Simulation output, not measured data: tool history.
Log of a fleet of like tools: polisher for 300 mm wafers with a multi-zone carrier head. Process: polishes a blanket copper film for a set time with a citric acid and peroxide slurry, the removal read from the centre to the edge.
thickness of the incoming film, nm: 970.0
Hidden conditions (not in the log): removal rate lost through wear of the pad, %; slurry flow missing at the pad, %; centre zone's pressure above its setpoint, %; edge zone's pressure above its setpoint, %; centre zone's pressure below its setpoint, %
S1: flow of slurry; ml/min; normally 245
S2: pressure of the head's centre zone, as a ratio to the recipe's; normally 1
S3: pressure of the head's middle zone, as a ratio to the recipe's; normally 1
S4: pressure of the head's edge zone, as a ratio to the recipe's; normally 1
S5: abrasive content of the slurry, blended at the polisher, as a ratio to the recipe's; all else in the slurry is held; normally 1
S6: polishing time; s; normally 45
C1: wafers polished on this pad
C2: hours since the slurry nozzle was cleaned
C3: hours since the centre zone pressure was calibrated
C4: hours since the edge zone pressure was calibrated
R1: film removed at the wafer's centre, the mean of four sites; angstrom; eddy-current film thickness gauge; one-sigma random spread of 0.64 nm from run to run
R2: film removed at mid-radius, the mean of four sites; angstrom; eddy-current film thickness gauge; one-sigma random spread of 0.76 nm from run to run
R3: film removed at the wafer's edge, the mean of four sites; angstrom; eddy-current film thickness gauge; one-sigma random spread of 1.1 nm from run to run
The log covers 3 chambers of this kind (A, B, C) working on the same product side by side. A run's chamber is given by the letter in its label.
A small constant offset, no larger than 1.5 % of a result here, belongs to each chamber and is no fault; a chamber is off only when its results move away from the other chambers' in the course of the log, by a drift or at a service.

run   hour   S1    S2    S3    S4  S5  S6    C1     C2      C3     C4      R1      R2      R3
 1B    5.3  245     1     1     1   1  45   953     35    51.9  451.6  879.99  872.19  893.62
 2A    9.7  245     1     1     1   1  45   320  333.7    1067  616.8  883.66   849.5  850.99
 3C   15.4  245     1     1     1   1  45   705  147.5   533.1  320.4  852.63  879.97  873.39
 4A   18.7  245     1     1     1   1  45   433  342.7    1076  625.8  885.72  856.34  845.22
 5C   21.7  245     1     1     1   1  45   784  153.8   539.4  326.7  876.28  865.22  859.82
      23.1  -- chamber C: worn pad replaced by a new one
 6B   25.2  245     1     1     1   1  45  1202   54.9    71.8  471.5  885.49  874.85  879.12
        27  -- chamber A: worn pad replaced by a new one
 7B     31  245     1     1     1   1  45  1274   60.7    77.6  477.3  873.99  861.54  886.73
 8A   36.5  245     1     1   1.1   1  45   119  360.5  1093.8  643.6  869.92  852.72  915.63
      40.2  -- chamber B: worn pad replaced by a new one
 9C   41.8  245     1     1   1.1   1  45   234  173.9   559.5  346.8  863.52  882.73  908.65
10B   47.2  245     1     1   1.1   1  45    88   76.9    93.8  493.5  865.86  864.33  914.64
11C   50.1  245     1  1.05     1   1  45   338  182.2   567.8  355.1  869.05  913.71  862.69
12A   53.8  245     1  1.05     1   1  45   335  377.8  1111.1  660.9  868.33  895.48  872.77
13C   57.5  245     1  1.05     1   1  45   431  189.6   575.2  362.5  865.62  915.58  859.61
14B   61.8  245     1     1     1   1  45   270   91.5   108.4  508.1  869.93  872.25  873.78
15A   64.8  245     1     1     1   1  45   473  388.8  1122.1  671.9  883.02   858.6   867.5
      67.4  -- chamber A: worn pad replaced by a new one
16C   68.7  245     1     1     1   1  45   571  200.8   586.4  373.7  866.91   874.6  866.42
17A   73.4  245     1     1     1   1  45    75  397.4  1130.7  680.5  876.43  859.88   857.2
18B   76.4  245     1     1     1   1  45   453  106.1     123  522.7  867.86  866.45  871.48
19B   80.4  245     1     1     1   1  45   503  110.1     127  526.7  869.66  873.36  865.86
20C   83.5  245     1   0.9     1   1  45   756  215.6   601.2  388.5  862.05  798.11   859.4
      84.5  -- chamber C: worn pad replaced by a new one
21A   87.7  245     1   0.9     1   1  45   254  411.7    1145  694.8  869.74  769.41  874.35
22C   93.4  245     1   0.9     1   1  45   112  225.5   611.1  398.4  861.11  802.58  871.92
23B   97.6  220     1     1   1.1   1  45   718  127.3   144.2  543.9  865.01  860.41  936.64
24A  102.8  220     1     1   1.1   1  45   443  426.8  1160.1  709.9  861.62  847.19  871.39
25C  105.5  220     1     1   1.1   1  45   263  237.6   623.2  410.5  839.19   862.2  901.96
26A  110.4  245  0.92  1.05     1   1  45   538  434.4  1167.7  717.5  799.46  890.91  864.18
     110.8  -- chamber A: worn pad replaced by a new one
27B  115.5  245  0.92  1.05     1   1  45   942  145.2   162.1  561.8  788.15  899.78   873.9
28A    119  245  0.92  1.05     1   1  45   103    443  1176.3  726.1   795.4   890.2  863.39
29C  123.1  245     1     1     1   1  45   484  255.2   640.8  428.1  873.69  876.45  858.79
30B  128.1  245     1     1     1   1  45  1100  157.8   174.7  574.4  867.22  867.06  855.27
31B  131.7  245     1     1     1   1  45  1145  161.4   178.3    578   880.8  877.21  873.81
       135  -- chamber C: slurry nozzle cleaned
     136.8  -- chamber A: slurry nozzle cleaned
32C  137.2  245     1     1     1   1  45   660    2.3   654.9  442.2  874.98  867.79  865.57
33A  142.9  245     1     1     1   1  45   402    6.1  1200.2    750  874.11  874.39   864.1
     143.6  -- chamber C: worn pad replaced by a new one
     143.6  -- chamber B: worn pad replaced by a new one
34C  148.6  245     1     1  0.92   1  40    62   13.7   666.3  453.6  768.72  770.74  753.57
35B  153.2  245     1     1  0.92   1  40   121  182.9   199.8  599.5  783.67  771.01  730.62
36A  156.2  245     1     1  0.92   1  40   569   19.4  1213.5  763.3  779.95  752.67  725.13
37A  159.7  245     1     1     1   1  45   613   22.9    1217  766.8  877.03  858.97  860.56

All chambers now run identical settings, listed one chamber a line with results as question marks. What results will each chamber show?
38A  163.9  245   1   1   1   1  45                   ?   ?   ?
38B  163.9  245   1   1   1   1  45                   ?   ?   ?
38C  163.9  245   1   1   1   1  45                   ?   ?   ?

run      R1      R2      R3
38A  867.93  862.39   873.3
38B  876.65  864.16  889.75
38C  858.89  869.96  865.94
